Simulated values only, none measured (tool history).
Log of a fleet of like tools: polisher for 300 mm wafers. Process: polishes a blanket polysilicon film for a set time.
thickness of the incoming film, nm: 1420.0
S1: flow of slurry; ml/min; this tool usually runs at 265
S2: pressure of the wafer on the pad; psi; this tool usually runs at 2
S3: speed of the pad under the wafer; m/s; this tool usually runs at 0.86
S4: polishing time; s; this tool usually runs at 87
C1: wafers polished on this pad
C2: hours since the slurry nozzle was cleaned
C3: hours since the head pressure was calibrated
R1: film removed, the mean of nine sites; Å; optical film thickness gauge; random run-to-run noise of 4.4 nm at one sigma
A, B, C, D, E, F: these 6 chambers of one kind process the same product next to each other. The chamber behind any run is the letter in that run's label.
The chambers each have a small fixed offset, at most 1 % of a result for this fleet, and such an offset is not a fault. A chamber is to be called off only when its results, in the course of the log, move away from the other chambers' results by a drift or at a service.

| run | hour | S1 | S2 | S3 | S4 | C1 | C2 | C3 | R1 |
|---|---|---|---|---|---|---|---|---|---|
|  | 11.6 | chamber A: slurry nozzle cleaned |
| 1D | 12.1 | 265 | 2 | 0.86 | 87 | 1048 | 127.7 | 299.2 | 4457.9 |
|  | 15.8 | chamber C: slurry nozzle cleaned |
|  | 20.2 | chamber E: worn pad replaced by a new one |
| 2F | 24.1 | 265 | 2 | 0.86 | 87 | 639 | 49.9 | 908.5 | 4402.0 |
|  | 27.4 | chamber C: worn pad replaced by a new one |
| 3B | 34.2 | 265 | 2 | 0.86 | 87 | 537 | 413.5 | 470.3 | 4429.4 |
| 4E | 43.2 | 265 | 2 | 0.86 | 87 | 226 | 395.0 | 393.0 | 4456.0 |
| 5A | 51.3 | 265 | 2 | 0.86 | 87 | 661 | 39.7 | 295.0 | 4368.1 |
|  | 52.9 | chamber B: worn pad replaced by a new one |
|  | 59.7 | chamber F: worn pad replaced by a new one |
| 6C | 60.9 | 265 | 2 | 0.86 | 87 | 328 | 45.1 | 762.7 | 4426.8 |
|  | 63.3 | chamber B: head pressure recalibrated |
| 7E | 69.2 | 265 | 2 | 0.86 | 87 | 480 | 421.0 | 419.0 | 4452.8 |
| 8F | 78.9 | 265 | 2 | 0.86 | 87 | 188 | 104.7 | 963.3 | 4377.8 |
|  | 80.6 | chamber B: slurry nozzle cleaned |
|  | 86.2 | chamber E: worn pad replaced by a new one |
| 9B | 89.2 | 265 | 2 | 0.86 | 87 | 356 | 8.7 | 26.0 | 4440.0 |
| 10D | 99.2 | 265 | 2 | 0.86 | 87 | 1901 | 214.8 | 386.3 | 4402.3 |
|  | 105.6 | chamber A: worn pad replaced by a new one |
| 11A | 105.9 | 265 | 2 | 0.86 | 87 | 3 | 94.3 | 349.6 | 4304.7 |
| 12C | 113.0 | 265 | 2 | 0.86 | 87 | 838 | 97.2 | 814.8 | 4463.3 |
|  | 120.1 | chamber C: worn pad replaced by a new one |
|  | 124.4 | chamber B: worn pad replaced by a new one |
| 13C | 125.1 | 265 | 2 | 0.86 | 87 | 49 | 109.3 | 826.9 | 4319.6 |
| 14B | 135.6 | 265 | 2 | 0.86 | 87 | 109 | 55.1 | 72.4 | 4416.2 |
| 15F | 144.2 | 265 | 2 | 0.86 | 87 | 827 | 170.0 | 1028.6 | 4371.8 |
|  | 154.9 | chamber E: worn pad replaced by a new one |
| 16E | 156.8 | 265 | 2 | 0.86 | 87 | 19 | 508.6 | 506.6 | 4425.6 |
| 17A | 164.4 | 265 | 2 | 0.86 | 87 | 576 | 152.8 | 408.1 | 4336.5 |
| 18D | 170.9 | 265 | 2 | 0.86 | 87 | 2603 | 286.5 | 458.0 | 4341.4 |
|  | 179.7 | chamber F: worn pad replaced by a new one |
| 19B | 182.5 | 265 | 2 | 0.86 | 87 | 569 | 102.0 | 119.3 | 4403.6 |
| 20A | 188.7 | 265 | 2 | 0.86 | 87 | 814 | 177.1 | 432.4 | 4369.6 |
|  | 190.8 | chamber F: head pressure recalibrated |
|  | 192.9 | chamber D: slurry nozzle cleaned |
| 21F | 195.5 | 265 | 2 | 0.86 | 87 | 154 | 221.3 | 4.7 | 4472.7 |
|  | 196.7 | chamber B: worn pad replaced by a new one |
| 22E | 206.6 | 265 | 2 | 0.86 | 87 | 507 | 558.4 | 556.4 | 4444.9 |
|  | 214.2 | chamber A: worn pad replaced by a new one |
| 23D | 217.1 | 265 | 2 | 0.86 | 87 | 3055 | 24.3 | 504.2 | 4185.9 |
|  | 226.0 | chamber C: worn pad replaced by a new one |
|  | 227.1 | chamber E: worn pad replaced by a new one |
| 24C | 227.5 | 265 | 2 | 0.86 | 87 | 15 | 211.7 | 929.3 | 4361.2 |
| 25B | 236.3 | 265 | 2 | 0.66 | 108 | 388 | 155.8 | 173.1 | 4183.2 |
| 26D | 245.9 | 265 | 2 | 0.66 | 108 | 3337 | 53.1 | 533.0 | 4103.0 |
| 27A | 252.2 | 265 | 2 | 0.66 | 108 | 372 | 240.6 | 495.9 | 4187.9 |
| 28E | 263.4 | 265 | 2 | 0.66 | 108 | 355 | 615.2 | 613.2 | 4189.4 |
|  | 263.8 | chamber B: worn pad replaced by a new one |
| 29F | 274.0 | 265 | 2 | 0.66 | 108 | 923 | 299.8 | 83.2 | 4201.0 |
|  | 276.0 | chamber F: worn pad replaced by a new one |
| 30C | 280.3 | 265 | 2 | 0.66 | 108 | 532 | 264.5 | 982.1 | 4175.1 |
| 31B | 288.6 | 265 | 2 | 0.86 | 87 | 243 | 208.1 | 225.4 | 4448.1 |
|  | 289.0 | chamber E: worn pad replaced by a new one |
| 32E | 297.1 | 265 | 2 | 0.86 | 87 | 79 | 648.9 | 646.9 | 4424.3 |
|  | 303.9 | chamber C: head pressure recalibrated |
| 33F | 304.0 | 265 | 2 | 0.86 | 87 | 274 | 329.8 | 113.2 | 4398.5 |
|  | 304.8 | chamber D: head pressure recalibrated |
| 34C | 310.1 | 265 | 2 | 1.12 | 107 | 823 | 294.3 | 6.2 | 6996.5 |
| 35A | 318.0 | 265 | 2 | 1.12 | 107 | 1017 | 306.4 | 561.7 | 7073.0 |
| 36D | 327.4 | 265 | 2 | 1.12 | 107 | 4135 | 134.6 | 22.7 | 6625.7 |
| 37F | 338.8 | 265 | 2 | 1.12 | 107 | 614 | 364.6 | 148.0 | 6889.6 |

Next, all 6 chambers run the settings below, one line each with question marks for the results. What does each chamber give?
| 38A | 347.9 | 265 | 2 | 0.86 | 69 |  |  |  | ? |
| 38B | 347.9 | 265 | 2 | 0.86 | 69 |  |  |  | ? |
| 38C | 347.9 | 265 | 2 | 0.86 | 69 |  |  |  | ? |
| 38D | 347.9 | 265 | 2 | 0.86 | 69 |  |  |  | ? |
| 38E | 347.9 | 265 | 2 | 0.86 | 69 |  |  |  | ? |
| 38F | 347.9 | 265 | 2 | 0.86 | 69 |  |  |  | ? |

| run | R1 |
|---|---|
| 38A | 3440.5 |
| 38B | 3475.5 |
| 38C | 3476.5 |
| 38D | 3239.2 |
| 38E | 3542.4 |
| 38F | 3557.5 |

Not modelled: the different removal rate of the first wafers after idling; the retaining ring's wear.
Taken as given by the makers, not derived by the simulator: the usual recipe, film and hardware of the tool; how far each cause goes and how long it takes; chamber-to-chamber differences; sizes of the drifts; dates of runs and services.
